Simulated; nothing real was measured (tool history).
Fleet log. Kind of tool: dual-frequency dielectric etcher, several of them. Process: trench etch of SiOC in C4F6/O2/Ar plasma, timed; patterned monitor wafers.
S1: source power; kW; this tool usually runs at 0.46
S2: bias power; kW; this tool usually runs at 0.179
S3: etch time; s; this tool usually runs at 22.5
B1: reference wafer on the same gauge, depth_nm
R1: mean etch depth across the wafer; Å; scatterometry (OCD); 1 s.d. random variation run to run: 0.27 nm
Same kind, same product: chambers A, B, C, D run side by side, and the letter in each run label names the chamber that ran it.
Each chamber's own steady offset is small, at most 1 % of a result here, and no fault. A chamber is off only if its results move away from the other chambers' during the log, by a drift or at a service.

| run | hour | S1 | S2 | S3 | B1 | R1 |
|---|---|---|---|---|---|---|
| 1B | 6.8 | 0.46 | 0.179 | 22.5 | 42.815 | 492.27 |
| 2A | 17.8 | 0.46 | 0.179 | 22.5 | 42.768 | 498.55 |
| 3C | 28.9 | 0.46 | 0.179 | 22.5 | 42.724 | 493.86 |
| 4D | 40.6 | 0.46 | 0.179 | 22.5 | 42.74 | 492.09 |
| 5D | 50.6 | 0.46 | 0.179 | 22.5 | 42.793 | 493.85 |
| 6C | 62 | 0.46 | 0.179 | 16.5 | 42.774 | 363.5 |
| 7B | 68.7 | 0.46 | 0.179 | 16.5 | 42.771 | 367.41 |
| 8A | 80.2 | 0.46 | 0.179 | 16.5 | 42.79 | 363.42 |
|  | 90.7 | chamber D: source power generator calibrated |
| 9A | 90.8 | 0.46 | 0.179 | 16.5 | 42.775 | 364.16 |
| 10D | 99.5 | 0.46 | 0.179 | 22.5 | 42.831 | 493.02 |
| 11B | 105.8 | 0.46 | 0.179 | 22.5 | 42.764 | 499.57 |
| 12C | 114.9 | 0.46 | 0.179 | 22.5 | 42.792 | 491.74 |
| 13C | 127.1 | 0.46 | 0.179 | 22.5 | 42.754 | 495.78 |
| 14D | 137.4 | 0.46 | 0.179 | 22.5 | 42.71 | 489.63 |
| 15B | 146.3 | 0.37 | 0.179 | 22.5 | 42.783 | 455.39 |
| 16A | 155.3 | 0.37 | 0.179 | 22.5 | 42.773 | 456.17 |
| 17C | 162.5 | 0.37 | 0.179 | 22.5 | 42.781 | 450.46 |
|  | 170.3 | chamber B: wet clean of the chamber |
| 18D | 170.9 | 0.37 | 0.179 | 22.5 | 42.775 | 450.74 |
|  | 180.5 | chamber A: bias power generator calibrated |
| 19B | 182.9 | 0.46 | 0.179 | 22.5 | 42.785 | 497.29 |
| 20A | 190.9 | 0.46 | 0.179 | 22.5 | 42.845 | 499.58 |
| 21D | 197.5 | 0.46 | 0.149 | 22.5 | 42.843 | 461.57 |
| 22B | 203 | 0.46 | 0.149 | 22.5 | 42.792 | 465.11 |
| 23A | 214.1 | 0.46 | 0.149 | 22.5 | 42.767 | 463.32 |
|  | 216.8 | chamber A: wet clean of the chamber |
| 24C | 224.5 | 0.46 | 0.149 | 22.5 | 42.809 | 461.23 |
| 25D | 234 | 0.46 | 0.179 | 22.5 | 42.78 | 491.59 |
| 26B | 242.6 | 0.46 | 0.179 | 26 | 42.774 | 573.9 |
| 27A | 249.5 | 0.46 | 0.179 | 26 | 42.812 | 569.04 |
| 28C | 255.6 | 0.46 | 0.179 | 26 | 42.847 | 551.42 |
| 29B | 264.6 | 0.46 | 0.179 | 26 | 42.856 | 573.41 |
| 30D | 274 | 0.4 | 0.154 | 22.5 | 42.806 | 444.85 |
| 31C | 281.3 | 0.4 | 0.154 | 22.5 | 42.771 | 433.15 |
| 32A | 289.4 | 0.4 | 0.154 | 22.5 | 42.793 | 447.12 |
| 33A | 300 | 0.4 | 0.154 | 22.5 | 42.799 | 448.94 |
| 34B | 310.7 | 0.46 | 0.179 | 18 | 42.762 | 399.33 |
| 35C | 318 | 0.46 | 0.179 | 18 | 42.808 | 376.47 |
| 36D | 329.8 | 0.46 | 0.179 | 18 | 42.787 | 397.03 |

All chambers now run identical settings, listed one chamber a line with results as question marks. What results will each chamber show?
| 37A | 338.8 | 0.46 | 0.179 | 20 |  | ? |
| 37B | 338.8 | 0.46 | 0.179 | 20 |  | ? |
| 37C | 338.8 | 0.46 | 0.179 | 20 |  | ? |
| 37D | 338.8 | 0.46 | 0.179 | 20 |  | ? |

| run | R1 |
|---|---|
| 37A | 444.45 |
| 37B | 440.93 |
| 37C | 415.82 |
| 37D | 436.61 |

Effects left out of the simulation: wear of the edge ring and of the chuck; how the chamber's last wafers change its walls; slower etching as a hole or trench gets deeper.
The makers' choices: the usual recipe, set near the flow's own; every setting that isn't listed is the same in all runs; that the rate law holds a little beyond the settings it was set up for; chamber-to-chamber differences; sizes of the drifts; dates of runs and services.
